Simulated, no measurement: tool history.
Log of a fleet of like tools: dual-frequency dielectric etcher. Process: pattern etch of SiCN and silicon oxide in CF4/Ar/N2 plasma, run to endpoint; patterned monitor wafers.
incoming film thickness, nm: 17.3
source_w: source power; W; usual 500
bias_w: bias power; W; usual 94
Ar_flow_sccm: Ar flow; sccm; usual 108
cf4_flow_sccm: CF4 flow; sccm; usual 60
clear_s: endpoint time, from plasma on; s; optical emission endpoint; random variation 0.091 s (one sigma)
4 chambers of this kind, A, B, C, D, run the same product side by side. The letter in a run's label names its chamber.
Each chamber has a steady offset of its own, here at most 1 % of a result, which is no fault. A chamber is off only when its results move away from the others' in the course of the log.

run   hour  source_w  bias_w  Ar_flow_sccm  cf4_flow_sccm  hours since the last wet clean  hours since the last source power generator calibration  hours since the last bias power generator calibration  hours since the last Ar flow controller change  hours since the last CF4 flow controller change  clear_s
 1D    6.9       500      94           108             60                           262.9                                                    129.6                                                 1653.6                                           724.5                                            961.3   17.215
 2B   12.6       500      94           108             60                           298.1                                                    455.3                                                  354.4                                          3938.2                                           1387.7   17.074
 3C   19.0       500      94           108             60                            45.8                                                    881.4                                                 1635.0                                           964.7                                           1529.7   17.515
 4A   22.4       500      94           108             60                            25.5                                                   2552.4                                                 2908.2                                          1542.9                                            286.3   17.042
 5C   29.8       500      94           108             60                            56.6                                                    892.2                                                 1645.8                                           975.5                                           1540.5   17.276
 6A   37.4       500      94           108             60                            40.5                                                   2567.4                                                 2923.2                                          1557.9                                            301.3   17.168
 7D   42.7       500      94           108             60                           298.7                                                    165.4                                                 1689.4                                           760.3                                            997.1   17.475
 8B   48.3       500      81           108             60                           333.8                                                    491.0                                                  390.1                                          3973.9                                           1423.4   18.120
 9B   55.4       500      81           108             60                           340.9                                                    498.1                                                  397.2                                          3981.0                                           1430.5   18.113
10A   61.0       500      81           108             60                            64.1                                                   2591.0                                                 2946.8                                          1581.5                                            324.9   18.075
11D   64.8       500      81           108             60                           320.8                                                    187.5                                                 1711.5                                           782.4                                           1019.2   18.082
12C   70.9       500      94           108             60                            97.7                                                    933.3                                                 1686.9                                          1016.6                                           1581.6   17.333
13C   77.8       500      94           108             60                           104.6                                                    940.2                                                 1693.8                                          1023.5                                           1588.5   17.271
14D   82.0       500      94           108             60                           338.0                                                    204.7                                                 1728.7                                           799.6                                           1036.4   17.481
15B   86.1       500      94           108             60                           371.6                                                    528.8                                                  427.9                                          4011.7                                           1461.2   17.075
16A   92.3       500      94           108             60                            95.4                                                   2622.3                                                 2978.1                                          1612.8                                            356.2   17.148
17A   99.7       500      94           108             60                           102.8                                                   2629.7                                                 2985.5                                          1620.2                                            363.6   16.983
18D  107.1       500      94           108             60                           363.1                                                    229.8                                                 1753.8                                           824.7                                           1061.5   17.778
19B  110.6       500      94           108             60                           396.1                                                    553.3                                                  452.4                                          4036.2                                           1485.7   17.183
20C  117.5       500      94           108             60                           144.3                                                    979.9                                                 1733.5                                          1063.2                                           1628.2   17.149
21B  125.0       500      94           108             60                           410.5                                                    567.7                                                  466.8                                          4050.6                                           1500.1   16.976
22D  132.1       500      94           108             60                           388.1                                                    254.8                                                 1778.8                                           849.7                                           1086.5   17.913
23C  136.4       500      94           108             60                           163.2                                                    998.8                                                 1752.4                                          1082.1                                           1647.1   17.317
24A  142.8       500     113           108             60                           145.9                                                   2672.8                                                 3028.6                                          1663.3                                            406.7   15.941
25A  147.9       500     113           108             60                           151.0                                                   2677.9                                                 3033.7                                          1668.4                                            411.8   15.798
26D  154.5       500     113           108             60                           410.5                                                    277.2                                                 1801.2                                           872.1                                           1108.9   16.810
27B  159.6       500     113           108             60                           445.1                                                    602.3                                                  501.4                                          4085.2                                           1534.7   16.139
28C  163.6       500      94           108             60                           190.4                                                   1026.0                                                 1779.6                                          1109.3                                           1674.3   17.215
29B  168.8       500      94           108             60                           454.3                                                    611.5                                                  510.6                                          4094.4                                           1543.9   17.156
30A  175.1       500      94           108             60                           178.2                                                   2705.1                                                 3060.9                                          1695.6                                            439.0   17.017
31D  180.8       500      94           108             60                           436.8                                                    303.5                                                 1827.5                                           898.4                                           1135.2   18.333

What goes on in this fleet: one chamber off, a drifting gauge, or nothing beyond the chambers' own small offsets? Name the chamber and the cause, if any.

Chamber D drifts away from the others.
Cause: etch rate under this chamber's usual, % = 5.56.

Here are 4 candidates for chamber D's next run, each the usual settings with a change, their results left as question marks. Which one brings its results back in line with what the others give on the usual settings?
In line means no further than this from the other chambers' mean on the usual settings: clear_s 0.320 s
32D-1  186.4       500      65           121             60                                                                                                                                                                                                                                                         ?
32D-2  186.4       570     100           105             61                                                                                                                                                                                                                                                         ?
32D-3  186.4       530      97           107             61                                                                                                                                                                                                                                                         ?
32D-4  186.4       470      91           108             60                                                                                                                                                                                                                                                         ?

The other chambers' mean on the usual settings: clear_s 17.139 s
  run  clear_s
32D-1   21.219
32D-2   15.852
32D-3   17.132
32D-4   19.560
32D-3 brings the chamber back in line.
